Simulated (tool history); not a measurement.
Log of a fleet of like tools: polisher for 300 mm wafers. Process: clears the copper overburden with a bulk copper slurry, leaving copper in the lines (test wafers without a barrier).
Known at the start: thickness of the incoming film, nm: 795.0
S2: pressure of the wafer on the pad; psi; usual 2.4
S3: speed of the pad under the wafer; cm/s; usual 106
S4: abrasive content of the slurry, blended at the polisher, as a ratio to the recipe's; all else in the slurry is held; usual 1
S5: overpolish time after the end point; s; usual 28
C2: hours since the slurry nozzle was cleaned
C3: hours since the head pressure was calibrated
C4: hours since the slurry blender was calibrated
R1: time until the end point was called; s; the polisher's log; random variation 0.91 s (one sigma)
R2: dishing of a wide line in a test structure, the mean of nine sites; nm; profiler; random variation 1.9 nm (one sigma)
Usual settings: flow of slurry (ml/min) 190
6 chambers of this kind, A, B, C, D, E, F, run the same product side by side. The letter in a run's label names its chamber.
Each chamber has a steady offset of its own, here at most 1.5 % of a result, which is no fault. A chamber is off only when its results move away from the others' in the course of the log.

{"hour": 1.5, "done": "chamber F: head pressure recalibrated"}
{"run": "1F", "hour": 7.8, "flow of slurry (ml/min)": 190, "S2": 2.4, "S3": 106, "S4": 1, "S5": 28, "wafers polished on this pad": 748, "C2": 246.4, "C3": 6.4, "C4": 96.1, "R1": 101.1, "R2": 86.006}
{"hour": 9.9, "done": "chamber B: slurry nozzle cleaned"}
{"run": "2D", "hour": 23.3, "flow of slurry (ml/min)": 190, "S2": 2.4, "S3": 106, "S4": 1, "S5": 28, "wafers polished on this pad": 308, "C2": 576.3, "C3": 353.5, "C4": 160.2, "R1": 101.22, "R2": 86.88}
{"hour": 24.8, "done": "chamber A: slurry blender recalibrated"}
{"run": "3A", "hour": 37.1, "flow of slurry (ml/min)": 190, "S2": 2.4, "S3": 106, "S4": 1, "S5": 28, "wafers polished on this pad": 485, "C2": 550.6, "C3": 725.2, "C4": 12.3, "R1": 100.32, "R2": 88.59}
{"hour": 49.8, "done": "chamber C: slurry blender recalibrated"}
{"hour": 51.9, "done": "chamber F: slurry nozzle cleaned"}
{"run": "4C", "hour": 51.9, "flow of slurry (ml/min)": 190, "S2": 2.4, "S3": 106, "S4": 1, "S5": 28, "wafers polished on this pad": 801, "C2": 208.8, "C3": 529.6, "C4": 2.1, "R1": 98.824, "R2": 86.833}
{"run": "5E", "hour": 61.5, "flow of slurry (ml/min)": 190, "S2": 2.4, "S3": 106, "S4": 1, "S5": 28, "wafers polished on this pad": 798, "C2": 369.4, "C3": 342.2, "C4": 135.3, "R1": 100.28, "R2": 84.699}
{"hour": 66.5, "done": "chamber D: slurry blender recalibrated"}
{"hour": 70.9, "done": "chamber B: worn pad replaced by a new one"}
{"run": "6B", "hour": 76.1, "flow of slurry (ml/min)": 190, "S2": 2.4, "S3": 106, "S4": 1, "S5": 28, "wafers polished on this pad": 23, "C2": 66.3, "C3": 471.7, "C4": 106.5, "R1": 100.1, "R2": 82.956}
{"run": "7D", "hour": 83.1, "flow of slurry (ml/min)": 190, "S2": 2.4, "S3": 106, "S4": 1, "S5": 28, "wafers polished on this pad": 576, "C2": 636.1, "C3": 413.3, "C4": 16.7, "R1": 101.42, "R2": 83.176}
{"hour": 88.1, "done": "chamber D: worn pad replaced by a new one"}
{"hour": 97.1, "done": "chamber C: worn pad replaced by a new one"}
{"run": "8E", "hour": 98.1, "flow of slurry (ml/min)": 190, "S2": 2.4, "S3": 106, "S4": 1, "S5": 28, "wafers polished on this pad": 962, "C2": 406.0, "C3": 378.8, "C4": 171.9, "R1": 99.388, "R2": 84.988}
{"hour": 99.8, "done": "chamber C: slurry nozzle cleaned"}
{"hour": 104.6, "done": "chamber E: slurry blender recalibrated"}
{"run": "9F", "hour": 107.6, "flow of slurry (ml/min)": 190, "S2": 2.4, "S3": 106, "S4": 1, "S5": 28, "wafers polished on this pad": 1194, "C2": 55.8, "C3": 106.2, "C4": 195.9, "R1": 98.972, "R2": 85.487}
{"hour": 109.6, "done": "chamber F: worn pad replaced by a new one"}
{"hour": 114.1, "done": "chamber E: head pressure recalibrated"}
{"run": "10A", "hour": 117.1, "flow of slurry (ml/min)": 190, "S2": 2.4, "S3": 106, "S4": 1, "S5": 28, "wafers polished on this pad": 842, "C2": 630.6, "C3": 805.2, "C4": 92.3, "R1": 99.672, "R2": 82.737}
{"hour": 126.1, "done": "chamber E: worn pad replaced by a new one"}
{"run": "11B", "hour": 129.4, "flow of slurry (ml/min)": 190, "S2": 2.4, "S3": 106, "S4": 1, "S5": 28, "wafers polished on this pad": 261, "C2": 119.6, "C3": 525.0, "C4": 159.8, "R1": 99.635, "R2": 89.346}
{"hour": 139.2, "done": "chamber B: slurry blender recalibrated"}
{"run": "12C", "hour": 143.4, "flow of slurry (ml/min)": 250, "S2": 2.1, "S3": 106, "S4": 1, "S5": 28, "wafers polished on this pad": 207, "C2": 43.6, "C3": 621.1, "C4": 93.6, "R1": 110.33, "R2": 78.61}
{"run": "13E", "hour": 158.2, "flow of slurry (ml/min)": 250, "S2": 2.1, "S3": 106, "S4": 1, "S5": 28, "wafers polished on this pad": 143, "C2": 466.1, "C3": 44.2, "C4": 53.6, "R1": 110.93, "R2": 78.041}
{"run": "14A", "hour": 165.7, "flow of slurry (ml/min)": 250, "S2": 2.1, "S3": 106, "S4": 1, "S5": 28, "wafers polished on this pad": 1060, "C2": 679.2, "C3": 853.8, "C4": 140.9, "R1": 110.76, "R2": 77.538}
{"hour": 170.7, "done": "chamber A: worn pad replaced by a new one"}
{"run": "15B", "hour": 180.0, "flow of slurry (ml/min)": 250, "S2": 2.1, "S3": 106, "S4": 1, "S5": 28, "wafers polished on this pad": 488, "C2": 170.2, "C3": 575.6, "C4": 40.9, "R1": 111.02, "R2": 79.337}
{"hour": 184.0, "done": "chamber B: head pressure recalibrated"}
{"hour": 193.7, "done": "chamber D: slurry nozzle cleaned"}
{"run": "16F", "hour": 194.5, "flow of slurry (ml/min)": 250, "S2": 2.1, "S3": 106, "S4": 1, "S5": 28, "wafers polished on this pad": 380, "C2": 142.7, "C3": 193.1, "C4": 282.8, "R1": 110.07, "R2": 79.367}
{"hour": 201.3, "done": "chamber A: slurry blender recalibrated"}
{"run": "17C", "hour": 205.3, "flow of slurry (ml/min)": 250, "S2": 2.1, "S3": 106, "S4": 1, "S5": 28, "wafers polished on this pad": 484, "C2": 105.5, "C3": 683.0, "C4": 155.5, "R1": 109.91, "R2": 84.406}
{"hour": 213.7, "done": "chamber D: worn pad replaced by a new one"}
{"run": "18D", "hour": 219.6, "flow of slurry (ml/min)": 190, "S2": 2.4, "S3": 106, "S4": 1, "S5": 28, "wafers polished on this pad": 26, "C2": 26.0, "C3": 549.8, "C4": 153.2, "R1": 100.7, "R2": 85.348}
{"hour": 226.6, "done": "chamber C: slurry blender recalibrated"}
{"run": "19B", "hour": 227.4, "flow of slurry (ml/min)": 190, "S2": 2.4, "S3": 106, "S4": 1, "S5": 28, "wafers polished on this pad": 700, "C2": 217.6, "C3": 43.4, "C4": 88.3, "R1": 100.98, "R2": 83.801}
{"run": "20D", "hour": 239.0, "flow of slurry (ml/min)": 190, "S2": 2.4, "S3": 106, "S4": 1, "S5": 28, "wafers polished on this pad": 113, "C2": 45.4, "C3": 569.2, "C4": 172.6, "R1": 100.18, "R2": 82.338}
{"hour": 244.0, "done": "chamber D: slurry blender recalibrated"}
{"hour": 250.7, "done": "chamber E: slurry blender recalibrated"}
{"run": "21C", "hour": 250.9, "flow of slurry (ml/min)": 190, "S2": 2.4, "S3": 106, "S4": 1, "S5": 28, "wafers polished on this pad": 688, "C2": 151.1, "C3": 728.6, "C4": 24.3, "R1": 98.368, "R2": 85.638}
{"hour": 259.4, "done": "chamber F: slurry blender recalibrated"}
{"run": "22E", "hour": 260.0, "flow of slurry (ml/min)": 190, "S2": 2.4, "S3": 106, "S4": 1, "S5": 28, "wafers polished on this pad": 598, "C2": 567.9, "C3": 146.0, "C4": 9.3, "R1": 102.07, "R2": 84.932}
{"run": "23A", "hour": 270.6, "flow of slurry (ml/min)": 190, "S2": 2.4, "S3": 106, "S4": 1, "S5": 28, "wafers polished on this pad": 446, "C2": 784.1, "C3": 958.7, "C4": 69.4, "R1": 100.81, "R2": 86.373}
{"hour": 273.9, "done": "chamber B: worn pad replaced by a new one"}
{"hour": 281.4, "done": "chamber E: slurry nozzle cleaned"}
{"run": "24F", "hour": 286.2, "flow of slurry (ml/min)": 190, "S2": 2.4, "S3": 106, "S4": 1, "S5": 28, "wafers polished on this pad": 790, "C2": 234.4, "C3": 284.8, "C4": 26.8, "R1": 102.03, "R2": 87.478}
{"run": "25C", "hour": 298.4, "flow of slurry (ml/min)": 190, "S2": 2.4, "S3": 106, "S4": 1, "S5": 28, "wafers polished on this pad": 900, "C2": 198.6, "C3": 776.1, "C4": 71.8, "R1": 99.712, "R2": 84.952}
{"hour": 300.2, "done": "chamber C: worn pad replaced by a new one"}
{"hour": 303.4, "done": "chamber B: slurry blender recalibrated"}
{"run": "26F", "hour": 307.2, "flow of slurry (ml/min)": 190, "S2": 2.4, "S3": 106, "S4": 1, "S5": 28, "wafers polished on this pad": 884, "C2": 255.4, "C3": 305.8, "C4": 47.8, "R1": 99.896, "R2": 85.197}
{"hour": 318.7, "done": "chamber A: head pressure recalibrated"}
{"hour": 321.3, "done": "chamber A: slurry nozzle cleaned"}
{"run": "27B", "hour": 322.1, "flow of slurry (ml/min)": 190, "S2": 2.4, "S3": 106, "S4": 1, "S5": 28, "wafers polished on this pad": 215, "C2": 312.3, "C3": 138.1, "C4": 18.8, "R1": 100.95, "R2": 88.098}
{"run": "28A", "hour": 330.0, "flow of slurry (ml/min)": 190, "S2": 2.4, "S3": 106, "S4": 1, "S5": 28, "wafers polished on this pad": 712, "C2": 8.8, "C3": 11.3, "C4": 128.8, "R1": 101.06, "R2": 85.523}
{"run": "29E", "hour": 337.9, "flow of slurry (ml/min)": 190, "S2": 2.4, "S3": 106, "S4": 1, "S5": 28, "wafers polished on this pad": 947, "C2": 56.5, "C3": 223.9, "C4": 87.2, "R1": 101.12, "R2": 82.91}
{"hour": 350.4, "done": "chamber F: worn pad replaced by a new one"}
{"run": "30D", "hour": 351.2, "flow of slurry (ml/min)": 190, "S2": 2.4, "S3": 106, "S4": 1, "S5": 28, "wafers polished on this pad": 615, "C2": 157.6, "C3": 681.4, "C4": 107.2, "R1": 99.943, "R2": 83.229}
{"hour": 351.6, "done": "chamber D: worn pad replaced by a new one"}
{"hour": 359.0, "done": "chamber A: slurry blender recalibrated"}
{"run": "31B", "hour": 365.7, "flow of slurry (ml/min)": 190, "S2": 2.4, "S3": 106, "S4": 1, "S5": 28, "wafers polished on this pad": 410, "C2": 355.9, "C3": 181.7, "C4": 62.4, "R1": 102.99, "R2": 83.523}
{"hour": 369.8, "done": "chamber E: worn pad replaced by a new one"}
{"run": "32F", "hour": 379.0, "flow of slurry (ml/min)": 190, "S2": 2.4, "S3": 106, "S4": 1, "S5": 28, "wafers polished on this pad": 128, "C2": 327.2, "C3": 377.6, "C4": 119.6, "R1": 101.63, "R2": 88.269}
{"hour": 383.5, "done": "chamber C: slurry blender recalibrated"}
{"run": "33E", "hour": 389.9, "flow of slurry (ml/min)": 190, "S2": 3.2, "S3": 106, "S4": 1, "S5": 28, "wafers polished on this pad": 90, "C2": 108.5, "C3": 275.9, "C4": 139.2, "R1": 75.395, "R2": 100.89}
{"run": "34C", "hour": 404.6, "flow of slurry (ml/min)": 190, "S2": 3.2, "S3": 106, "S4": 1, "S5": 28, "wafers polished on this pad": 467, "C2": 304.8, "C3": 882.3, "C4": 21.2, "R1": 74.163, "R2": 97.378}
{"run": "35A", "hour": 414.3, "flow of slurry (ml/min)": 190, "S2": 3.2, "S3": 106, "S4": 1, "S5": 28, "wafers polished on this pad": 1089, "C2": 93.1, "C3": 95.6, "C4": 55.4, "R1": 75.434, "R2": 95.172}
{"run": "36D", "hour": 426.6, "flow of slurry (ml/min)": 190, "S2": 3.2, "S3": 106, "S4": 1, "S5": 28, "wafers polished on this pad": 335, "C2": 233.0, "C3": 756.8, "C4": 182.6, "R1": 75.254, "R2": 100.69}

All 6 chambers run these settings next. Forecast each chamber's results:
{"run": "37A", "hour": 437.9, "flow of slurry (ml/min)": 190, "S2": 2.4, "S3": 106, "S4": 1, "S5": 39, "R1": "?", "R2": "?"}
{"run": "37B", "hour": 437.9, "flow of slurry (ml/min)": 190, "S2": 2.4, "S3": 106, "S4": 1, "S5": 39, "R1": "?", "R2": "?"}
{"run": "37C", "hour": 437.9, "flow of slurry (ml/min)": 190, "S2": 2.4, "S3": 106, "S4": 1, "S5": 39, "R1": "?", "R2": "?"}
{"run": "37D", "hour": 437.9, "flow of slurry (ml/min)": 190, "S2": 2.4, "S3": 106, "S4": 1, "S5": 39, "R1": "?", "R2": "?"}
{"run": "37E", "hour": 437.9, "flow of slurry (ml/min)": 190, "S2": 2.4, "S3": 106, "S4": 1, "S5": 39, "R1": "?", "R2": "?"}
{"run": "37F", "hour": 437.9, "flow of slurry (ml/min)": 190, "S2": 2.4, "S3": 106, "S4": 1, "S5": 39, "R1": "?", "R2": "?"}

run=37A R1=100.780 R2=96.402
run=37B R1=101.790 R2=92.747
run=37C R1=100.100 R2=94.344
run=37D R1=103.810 R2=88.762
run=37E R1=99.828 R2=94.543
run=37F R1=98.739 R2=98.404

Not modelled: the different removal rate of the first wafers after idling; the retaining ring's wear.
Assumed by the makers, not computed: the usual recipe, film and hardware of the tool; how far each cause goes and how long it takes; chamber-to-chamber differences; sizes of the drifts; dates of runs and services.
